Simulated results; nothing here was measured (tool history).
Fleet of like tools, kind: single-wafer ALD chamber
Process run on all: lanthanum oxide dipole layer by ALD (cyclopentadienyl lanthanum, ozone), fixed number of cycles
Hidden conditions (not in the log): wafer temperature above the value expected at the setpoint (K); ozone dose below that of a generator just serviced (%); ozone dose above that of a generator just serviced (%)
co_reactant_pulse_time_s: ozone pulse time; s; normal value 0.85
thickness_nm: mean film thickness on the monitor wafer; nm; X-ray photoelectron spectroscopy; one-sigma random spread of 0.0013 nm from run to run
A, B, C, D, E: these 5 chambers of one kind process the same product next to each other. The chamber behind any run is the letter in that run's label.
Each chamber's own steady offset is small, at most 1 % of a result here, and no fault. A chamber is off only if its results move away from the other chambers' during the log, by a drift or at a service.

| run | hour | co_reactant_pulse_time_s | hours since the last thermocouple change | hours since the last ozone generator service | read-back reference wafer on the same gauge, thickness_nm | thickness_nm |
|---|---|---|---|---|---|---|
| 1D | 4.8 | 0.85 | 1386 | 85 | 0.45221 | 0.47287 |
| 2C | 11.3 | 0.85 | 634.6 | 607.5 | 0.45189 | 0.4675 |
| 3B | 21.9 | 0.85 | 132.4 | 464.1 | 0.45187 | 0.47104 |
| 4E | 29.4 | 0.85 | 781.9 | 387.5 | 0.45221 | 0.47213 |
| 5A | 35.1 | 0.85 | 276 | 319.3 | 0.45207 | 0.47082 |
| 6C | 45.6 | 0.85 | 668.9 | 641.8 | 0.45193 | 0.46734 |
| 7E | 55 | 0.85 | 807.5 | 413.1 | 0.45223 | 0.47523 |
| 8B | 65.5 | 0.85 | 176 | 507.7 | 0.45207 | 0.4708 |
| 9D | 75.1 | 0.85 | 1456.3 | 155.3 | 0.45188 | 0.47262 |
| 10A | 84.7 | 0.61 | 325.6 | 368.9 | 0.45174 | 0.40773 |
| 11B | 93.4 | 0.61 | 203.9 | 535.6 | 0.45194 | 0.40537 |
| 12D | 102.5 | 0.61 | 1483.7 | 182.7 | 0.45209 | 0.40688 |
| 13E | 112.1 | 0.61 | 864.6 | 470.2 | 0.45207 | 0.40567 |
| 14C | 121.1 | 0.61 | 744.4 | 717.3 | 0.45206 | 0.40232 |
| 15A | 128.7 | 0.85 | 369.6 | 412.9 | 0.45178 | 0.46984 |
| 16E | 137.3 | 0.85 | 889.8 | 495.4 | 0.4518 | 0.47346 |
| 17B | 145.3 | 0.85 | 255.8 | 587.5 | 0.4521 | 0.47148 |
| 18A | 154.5 | 0.85 | 395.4 | 438.7 | 0.45205 | 0.47053 |
| 19C | 159.4 | 0.85 | 782.7 | 755.6 | 0.45193 | 0.46923 |
| 20D | 166.4 | 0.85 | 1547.6 | 246.6 | 0.45227 | 0.47199 |
| 21E | 172.5 | 0.85 | 925 | 530.6 | 0.4518 | 0.4734 |
| 22D | 179 | 0.85 | 1560.2 | 259.2 | 0.45211 | 0.4734 |
| 23C | 189.5 | 0.59 | 812.8 | 785.7 | 0.45214 | 0.39771 |
| 24B | 198.5 | 0.59 | 309 | 640.7 | 0.45216 | 0.40041 |
| 25A | 205.9 | 0.59 | 446.8 | 490.1 | 0.45219 | 0.40216 |
| 26D | 214.9 | 0.59 | 1596.1 | 295.1 | 0.45176 | 0.40053 |
| 27C | 225.5 | 0.59 | 848.8 | 821.7 | 0.45203 | 0.39669 |
| 28B | 233.5 | 0.85 | 344 | 675.7 | 0.45182 | 0.47387 |
| 29A | 239.5 | 0.85 | 480.4 | 523.7 | 0.45199 | 0.46935 |
| 30E | 245.7 | 0.85 | 998.2 | 603.8 | 0.45182 | 0.46489 |
| 31B | 253.9 | 0.85 | 364.4 | 696.1 | 0.45192 | 0.47219 |
| 32C | 259.8 | 0.85 | 883.1 | 856 | 0.45213 | 0.46895 |
| 33D | 264.5 | 0.85 | 1645.7 | 344.7 | 0.45198 | 0.47177 |
| 34A | 274.9 | 0.56 | 515.8 | 559.1 | 0.45161 | 0.38758 |
|  | 282.6 | chamber E: thermocouple changed; heater temperature recalibrated |
| 35E | 284.9 | 0.56 | 2.4 | 643 | 0.45233 | 0.37556 |
| 36D | 295.2 | 0.56 | 1676.4 | 375.4 | 0.45185 | 0.38827 |
| 37E | 300.8 | 0.56 | 18.3 | 658.9 | 0.45189 | 0.3757 |
| 38A | 305.9 | 0.56 | 546.8 | 590.1 | 0.45187 | 0.389 |
| 39B | 316.3 | 0.85 | 426.8 | 758.5 | 0.45206 | 0.47248 |
| 40C | 326.2 | 0.67 | 949.5 | 922.4 | 0.45201 | 0.423 |
| 41A | 331 | 0.67 | 571.9 | 615.2 | 0.45191 | 0.42627 |
| 42E | 338.2 | 0.67 | 55.7 | 696.3 | 0.45227 | 0.41148 |

Does one chamber stand apart from the rest, does the shared gauge drift, or is all well apart from small per-chamber offsets? Give the chamber and the most likely cause, where there is one.

One chamber, E, drifts off from the rest bit by bit.
Cause: ozone dose below that of a generator just serviced (%) = 7.08.

Below are 4 candidate recipes for chamber E's next run, each the usual settings with a change, their results shown as question marks. Which of them brings E's results back in line with what the other chambers give on the usual settings?
In-line tolerance around the mean of the other chambers on the usual settings: thickness_nm 0.0046 nm
| 43E-1 | 345.8 | 0.86 |  |  |  | ? |
| 43E-2 | 345.8 | 0.9 |  |  |  | ? |
| 43E-3 | 345.8 | 0.8 |  |  |  | ? |
| 43E-4 | 345.8 | 0.84 |  |  |  | ? |

Average result of the remaining chambers running the usual settings: thickness_nm 0.4707 nm
| run | thickness_nm |
|---|---|
| 43E-1 | 0.4627 |
| 43E-2 | 0.47133 |
| 43E-3 | 0.44844 |
| 43E-4 | 0.45812 |
Change 43E-2 lands the chamber within the allowed miss of the other chambers.
